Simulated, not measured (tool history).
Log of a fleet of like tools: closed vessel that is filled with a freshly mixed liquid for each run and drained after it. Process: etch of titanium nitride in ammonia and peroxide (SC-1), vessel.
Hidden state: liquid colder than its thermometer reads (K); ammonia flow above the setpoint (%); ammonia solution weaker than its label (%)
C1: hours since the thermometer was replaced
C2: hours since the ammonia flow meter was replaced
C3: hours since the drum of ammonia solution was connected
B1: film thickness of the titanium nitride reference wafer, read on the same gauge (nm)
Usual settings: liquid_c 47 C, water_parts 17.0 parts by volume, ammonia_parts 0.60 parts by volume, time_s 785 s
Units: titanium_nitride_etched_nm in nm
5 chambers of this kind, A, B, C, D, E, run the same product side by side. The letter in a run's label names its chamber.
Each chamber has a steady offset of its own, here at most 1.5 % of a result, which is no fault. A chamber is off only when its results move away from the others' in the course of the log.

{"run": "1C", "hour": 8.2, "liquid_c": 47, "water_parts": 17.0, "ammonia_parts": 0.6, "time_s": 785, "C1": 1385.0, "C2": 1299.8, "C3": 535.0, "B1": 39.993, "titanium_nitride_etched_nm": 28.825}
{"run": "2B", "hour": 12.8, "liquid_c": 47, "water_parts": 17.0, "ammonia_parts": 0.6, "time_s": 785, "C1": 194.0, "C2": 521.6, "C3": 88.5, "B1": 40.008, "titanium_nitride_etched_nm": 28.619}
{"run": "3E", "hour": 18.9, "liquid_c": 47, "water_parts": 17.0, "ammonia_parts": 0.6, "time_s": 785, "C1": 1821.3, "C2": 1099.6, "C3": 191.1, "B1": 39.974, "titanium_nitride_etched_nm": 28.298}
{"run": "4D", "hour": 24.8, "liquid_c": 47, "water_parts": 17.0, "ammonia_parts": 0.6, "time_s": 785, "C1": 1153.6, "C2": 1973.4, "C3": 500.2, "B1": 39.974, "titanium_nitride_etched_nm": 28.729}
{"run": "5A", "hour": 31.5, "liquid_c": 38, "water_parts": 17.0, "ammonia_parts": 0.75, "time_s": 785, "C1": 858.1, "C2": 813.0, "C3": 113.2, "B1": 39.966, "titanium_nitride_etched_nm": 15.504}
{"run": "6B", "hour": 35.3, "liquid_c": 38, "water_parts": 17.0, "ammonia_parts": 0.75, "time_s": 785, "C1": 216.5, "C2": 544.1, "C3": 111.0, "B1": 39.987, "titanium_nitride_etched_nm": 15.245}
{"run": "7D", "hour": 39.4, "liquid_c": 38, "water_parts": 17.0, "ammonia_parts": 0.75, "time_s": 785, "C1": 1168.2, "C2": 1988.0, "C3": 514.8, "B1": 40.01, "titanium_nitride_etched_nm": 15.637}
{"run": "8C", "hour": 43.4, "liquid_c": 38, "water_parts": 17.0, "ammonia_parts": 0.75, "time_s": 785, "C1": 1420.2, "C2": 1335.0, "C3": 570.2, "B1": 40.009, "titanium_nitride_etched_nm": 15.516}
{"run": "9A", "hour": 47.4, "liquid_c": 38, "water_parts": 17.0, "ammonia_parts": 0.75, "time_s": 785, "C1": 874.0, "C2": 828.9, "C3": 129.1, "B1": 39.993, "titanium_nitride_etched_nm": 15.538}
{"run": "10E", "hour": 55.2, "liquid_c": 47, "water_parts": 17.0, "ammonia_parts": 0.6, "time_s": 785, "C1": 1857.6, "C2": 1135.9, "C3": 227.4, "B1": 40.032, "titanium_nitride_etched_nm": 28.442}
{"run": "11E", "hour": 60.6, "liquid_c": 47, "water_parts": 17.0, "ammonia_parts": 0.6, "time_s": 785, "C1": 1863.0, "C2": 1141.3, "C3": 232.8, "B1": 39.996, "titanium_nitride_etched_nm": 28.165}
{"run": "12C", "hour": 66.3, "liquid_c": 47, "water_parts": 17.0, "ammonia_parts": 0.6, "time_s": 1185, "C1": 1443.1, "C2": 1357.9, "C3": 593.1, "B1": 40.014, "titanium_nitride_etched_nm": 43.089}
{"run": "13D", "hour": 74.6, "liquid_c": 47, "water_parts": 17.0, "ammonia_parts": 0.6, "time_s": 1185, "C1": 1203.4, "C2": 2023.2, "C3": 550.0, "B1": 40.014, "titanium_nitride_etched_nm": 43.496}
{"run": "14A", "hour": 79.2, "liquid_c": 47, "water_parts": 17.0, "ammonia_parts": 0.6, "time_s": 1185, "C1": 905.8, "C2": 860.7, "C3": 160.9, "B1": 40.0, "titanium_nitride_etched_nm": 43.107}
{"run": "15B", "hour": 86.2, "liquid_c": 47, "water_parts": 17.0, "ammonia_parts": 0.6, "time_s": 1185, "C1": 267.4, "C2": 595.0, "C3": 161.9, "B1": 39.994, "titanium_nitride_etched_nm": 43.004}
{"run": "16A", "hour": 90.1, "liquid_c": 47, "water_parts": 17.0, "ammonia_parts": 0.6, "time_s": 1185, "C1": 916.7, "C2": 871.6, "C3": 171.8, "B1": 39.985, "titanium_nitride_etched_nm": 43.083}
{"run": "17E", "hour": 96.8, "liquid_c": 47, "water_parts": 17.0, "ammonia_parts": 0.6, "time_s": 785, "C1": 1899.2, "C2": 1177.5, "C3": 269.0, "B1": 39.95, "titanium_nitride_etched_nm": 28.293}
{"run": "18D", "hour": 102.1, "liquid_c": 47, "water_parts": 17.0, "ammonia_parts": 0.6, "time_s": 785, "C1": 1230.9, "C2": 2050.7, "C3": 577.5, "B1": 39.98, "titanium_nitride_etched_nm": 28.725}
{"run": "19B", "hour": 108.6, "liquid_c": 47, "water_parts": 9.5, "ammonia_parts": 0.6, "time_s": 400, "C1": 289.8, "C2": 617.4, "C3": 184.3, "B1": 40.006, "titanium_nitride_etched_nm": 19.656}
{"run": "20C", "hour": 115.4, "liquid_c": 47, "water_parts": 9.5, "ammonia_parts": 0.6, "time_s": 400, "C1": 1492.2, "C2": 1407.0, "C3": 642.2, "B1": 39.979, "titanium_nitride_etched_nm": 20.077}
{"run": "21C", "hour": 120.7, "liquid_c": 47, "water_parts": 9.5, "ammonia_parts": 0.6, "time_s": 400, "C1": 1497.5, "C2": 1412.3, "C3": 647.5, "B1": 40.015, "titanium_nitride_etched_nm": 20.227}
{"hour": 123.7, "done": "chamber D: ammonia flow meter replaced"}
{"run": "22D", "hour": 129.1, "liquid_c": 47, "water_parts": 9.5, "ammonia_parts": 0.6, "time_s": 400, "C1": 1257.9, "C2": 5.4, "C3": 604.5, "B1": 40.002, "titanium_nitride_etched_nm": 19.818}
{"run": "23B", "hour": 135.3, "liquid_c": 47, "water_parts": 9.5, "ammonia_parts": 0.6, "time_s": 400, "C1": 316.5, "C2": 644.1, "C3": 211.0, "B1": 40.004, "titanium_nitride_etched_nm": 19.493}
{"run": "24A", "hour": 141.8, "liquid_c": 47, "water_parts": 17.0, "ammonia_parts": 0.6, "time_s": 785, "C1": 968.4, "C2": 923.3, "C3": 223.5, "B1": 40.004, "titanium_nitride_etched_nm": 28.606}
{"run": "25E", "hour": 145.6, "liquid_c": 47, "water_parts": 17.0, "ammonia_parts": 0.6, "time_s": 785, "C1": 1948.0, "C2": 1226.3, "C3": 317.8, "B1": 40.007, "titanium_nitride_etched_nm": 28.223}
{"run": "26C", "hour": 149.4, "liquid_c": 47, "water_parts": 17.0, "ammonia_parts": 0.6, "time_s": 785, "C1": 1526.2, "C2": 1441.0, "C3": 676.2, "B1": 40.019, "titanium_nitride_etched_nm": 28.905}
{"run": "27D", "hour": 153.2, "liquid_c": 47, "water_parts": 17.0, "ammonia_parts": 0.6, "time_s": 785, "C1": 1282.0, "C2": 29.5, "C3": 628.6, "B1": 40.041, "titanium_nitride_etched_nm": 28.7}
{"run": "28E", "hour": 160.0, "liquid_c": 47, "water_parts": 17.0, "ammonia_parts": 0.6, "time_s": 785, "C1": 1962.4, "C2": 1240.7, "C3": 332.2, "B1": 39.992, "titanium_nitride_etched_nm": 28.173}
{"run": "29A", "hour": 167.4, "liquid_c": 47, "water_parts": 17.0, "ammonia_parts": 0.6, "time_s": 785, "C1": 994.0, "C2": 948.9, "C3": 249.1, "B1": 39.998, "titanium_nitride_etched_nm": 28.514}
{"run": "30B", "hour": 173.4, "liquid_c": 47, "water_parts": 17.0, "ammonia_parts": 0.6, "time_s": 785, "C1": 354.6, "C2": 682.2, "C3": 249.1, "B1": 39.988, "titanium_nitride_etched_nm": 27.723}
{"run": "31C", "hour": 180.5, "liquid_c": 47, "water_parts": 17.0, "ammonia_parts": 0.6, "time_s": 785, "C1": 1557.3, "C2": 1472.1, "C3": 707.3, "B1": 40.015, "titanium_nitride_etched_nm": 28.697}
{"run": "32D", "hour": 184.9, "liquid_c": 47, "water_parts": 20.0, "ammonia_parts": 0.6, "time_s": 785, "C1": 1313.7, "C2": 61.2, "C3": 660.3, "B1": 40.008, "titanium_nitride_etched_nm": 26.226}
{"run": "33E", "hour": 192.0, "liquid_c": 47, "water_parts": 20.0, "ammonia_parts": 0.6, "time_s": 785, "C1": 1994.4, "C2": 1272.7, "C3": 364.2, "B1": 39.987, "titanium_nitride_etched_nm": 25.623}
{"run": "34A", "hour": 197.5, "liquid_c": 47, "water_parts": 20.0, "ammonia_parts": 0.6, "time_s": 785, "C1": 1024.1, "C2": 979.0, "C3": 279.2, "B1": 40.021, "titanium_nitride_etched_nm": 25.963}
{"run": "35B", "hour": 203.2, "liquid_c": 47, "water_parts": 20.0, "ammonia_parts": 0.6, "time_s": 785, "C1": 384.4, "C2": 712.0, "C3": 278.9, "B1": 40.017, "titanium_nitride_etched_nm": 25.269}
{"run": "36B", "hour": 208.7, "liquid_c": 47, "water_parts": 20.0, "ammonia_parts": 0.6, "time_s": 785, "C1": 389.9, "C2": 717.5, "C3": 284.4, "B1": 39.951, "titanium_nitride_etched_nm": 25.189}
{"run": "37E", "hour": 215.3, "liquid_c": 47, "water_parts": 17.0, "ammonia_parts": 0.6, "time_s": 785, "C1": 2017.7, "C2": 1296.0, "C3": 387.5, "B1": 39.987, "titanium_nitride_etched_nm": 28.344}
{"run": "38D", "hour": 222.5, "liquid_c": 47, "water_parts": 17.0, "ammonia_parts": 0.6, "time_s": 785, "C1": 1351.3, "C2": 98.8, "C3": 697.9, "B1": 39.997, "titanium_nitride_etched_nm": 28.628}

Next, every chamber runs the same settings. What will each give?
{"run": "39A", "hour": 228.6, "liquid_c": 47, "water_parts": 17.0, "ammonia_parts": 0.6, "time_s": 785, "titanium_nitride_etched_nm": "?"}
{"run": "39B", "hour": 228.6, "liquid_c": 47, "water_parts": 17.0, "ammonia_parts": 0.6, "time_s": 785, "titanium_nitride_etched_nm": "?"}
{"run": "39C", "hour": 228.6, "liquid_c": 47, "water_parts": 17.0, "ammonia_parts": 0.6, "time_s": 785, "titanium_nitride_etched_nm": "?"}
{"run": "39D", "hour": 228.6, "liquid_c": 47, "water_parts": 17.0, "ammonia_parts": 0.6, "time_s": 785, "titanium_nitride_etched_nm": "?"}
{"run": "39E", "hour": 228.6, "liquid_c": 47, "water_parts": 17.0, "ammonia_parts": 0.6, "time_s": 785, "titanium_nitride_etched_nm": "?"}

run=39A titanium_nitride_etched_nm=28.600
run=39B titanium_nitride_etched_nm=27.509
run=39C titanium_nitride_etched_nm=28.841
run=39D titanium_nitride_etched_nm=28.780
run=39E titanium_nitride_etched_nm=28.289
